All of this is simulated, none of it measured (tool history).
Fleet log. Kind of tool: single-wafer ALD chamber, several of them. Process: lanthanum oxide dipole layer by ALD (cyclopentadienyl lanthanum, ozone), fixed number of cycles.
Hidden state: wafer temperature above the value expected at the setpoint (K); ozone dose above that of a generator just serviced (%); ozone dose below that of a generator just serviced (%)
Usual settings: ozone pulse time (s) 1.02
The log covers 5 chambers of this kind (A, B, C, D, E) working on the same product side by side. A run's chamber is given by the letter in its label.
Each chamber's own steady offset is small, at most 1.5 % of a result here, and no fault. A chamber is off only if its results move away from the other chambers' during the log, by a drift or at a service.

| run | day | ozone pulse time (s) | hours since the last thermocouple change | hours since the last ozone generator service | read-back reference wafer on the same gauge, thickness_nm | mean film thickness on the monitor wafer (Å) |
|---|---|---|---|---|---|---|
| 1E | 0.400 | 1.02 | 665.7 | 72.4 | 0.55783 | 4.9933 |
| 2D | 0.721 | 1.02 | 1221.7 | 1324.1 | 0.55756 | 5.0364 |
| 3B | 1.142 | 1.02 | 1031.6 | 383.2 | 0.55795 | 5.0357 |
| 4C | 1.417 | 1.02 | 266.3 | 1189.7 | 0.55794 | 5.0893 |
| 5A | 1.888 | 1.02 | 993.5 | 224.1 | 0.55819 | 4.9908 |
| 6B | 2.350 | 1.02 | 1060.6 | 412.2 | 0.55801 | 5.0148 |
| 7E | 2.733 | 0.78 | 721.7 | 128.4 | 0.55770 | 4.5545 |
| 8A | 3.212 | 0.78 | 1025.3 | 255.9 | 0.55762 | 4.5627 |
| 9D | 3.783 | 0.78 | 1295.2 | 1397.6 | 0.55859 | 4.5745 |
| 10C | 4.321 | 0.78 | 336.0 | 1259.4 | 0.55863 | 4.5858 |
| 11D | 4.633 | 0.78 | 1315.6 | 1418.0 | 0.55762 | 4.5600 |
| 12A | 4.954 | 1.02 | 1067.1 | 297.7 | 0.55809 | 4.9783 |
| 13B | 5.404 | 1.02 | 1133.9 | 485.5 | 0.55804 | 5.0086 |
| 14E | 5.900 | 1.41 | 797.7 | 204.4 | 0.55781 | 5.4146 |
| 15C | 6.233 | 1.41 | 381.9 | 1305.3 | 0.55789 | 5.4405 |
| 16D | 6.529 | 1.41 | 1361.1 | 1463.5 | 0.55821 | 5.4728 |
| 17A | 6.833 | 1.41 | 1112.2 | 342.8 | 0.55790 | 5.4152 |
|  | 6.992 | chamber D: thermocouple changed; heater temperature recalibrated |
| 18B | 7.242 | 1.41 | 1178.0 | 529.6 | 0.55812 | 5.4559 |
| 19E | 7.612 | 1.02 | 838.8 | 245.5 | 0.55740 | 4.9893 |
| 20C | 7.938 | 1.02 | 422.8 | 1346.2 | 0.55783 | 5.1082 |
| 21A | 8.292 | 1.02 | 1147.2 | 377.8 | 0.55798 | 4.9894 |
| 22D | 8.588 | 1.02 | 38.3 | 1512.9 | 0.55800 | 5.0590 |
| 23B | 9.096 | 1.02 | 1222.5 | 574.1 | 0.55775 | 5.0328 |
| 24C | 9.467 | 1.02 | 459.5 | 1382.9 | 0.55819 | 5.0660 |
| 25E | 9.829 | 1.02 | 892.0 | 298.7 | 0.55890 | 5.0374 |
| 26C | 10.321 | 1.02 | 480.0 | 1403.4 | 0.55749 | 5.0761 |
| 27A | 10.596 | 1.02 | 1202.5 | 433.1 | 0.55776 | 4.9977 |
| 28B | 10.875 | 1.02 | 1265.2 | 616.8 | 0.55789 | 4.9939 |
| 29D | 11.396 | 1.02 | 105.7 | 1580.3 | 0.55799 | 5.0380 |
| 30E | 11.796 | 0.76 | 939.2 | 345.9 | 0.55787 | 4.5241 |
| 31B | 12.312 | 0.76 | 1299.7 | 651.3 | 0.55828 | 4.5312 |
|  | 12.521 | chamber C: ozone generator serviced |
| 32E | 12.575 | 0.76 | 957.9 | 364.6 | 0.55816 | 4.5108 |
| 33D | 12.979 | 0.76 | 143.7 | 1618.3 | 0.55811 | 4.5224 |
| 34A | 13.538 | 0.76 | 1273.1 | 503.7 | 0.55797 | 4.5311 |
| 35C | 14.100 | 1.02 | 570.7 | 38.0 | 0.55767 | 5.0762 |
| 36D | 14.404 | 1.02 | 177.9 | 1652.5 | 0.55852 | 5.0444 |
| 37E | 14.904 | 0.75 | 1013.8 | 420.5 | 0.55826 | 4.4937 |
| 38C | 15.450 | 0.75 | 603.1 | 70.4 | 0.55843 | 4.5405 |

Read the log: is a single chamber off, either drifting away or since a service, is the gauge that measures every chamber drifting, or is nothing wrong beyond small per-chamber offsets? Name any odd chamber and what most likely caused it.

All chambers stay in line apart from their small fixed offsets, and the gauge does not drift.

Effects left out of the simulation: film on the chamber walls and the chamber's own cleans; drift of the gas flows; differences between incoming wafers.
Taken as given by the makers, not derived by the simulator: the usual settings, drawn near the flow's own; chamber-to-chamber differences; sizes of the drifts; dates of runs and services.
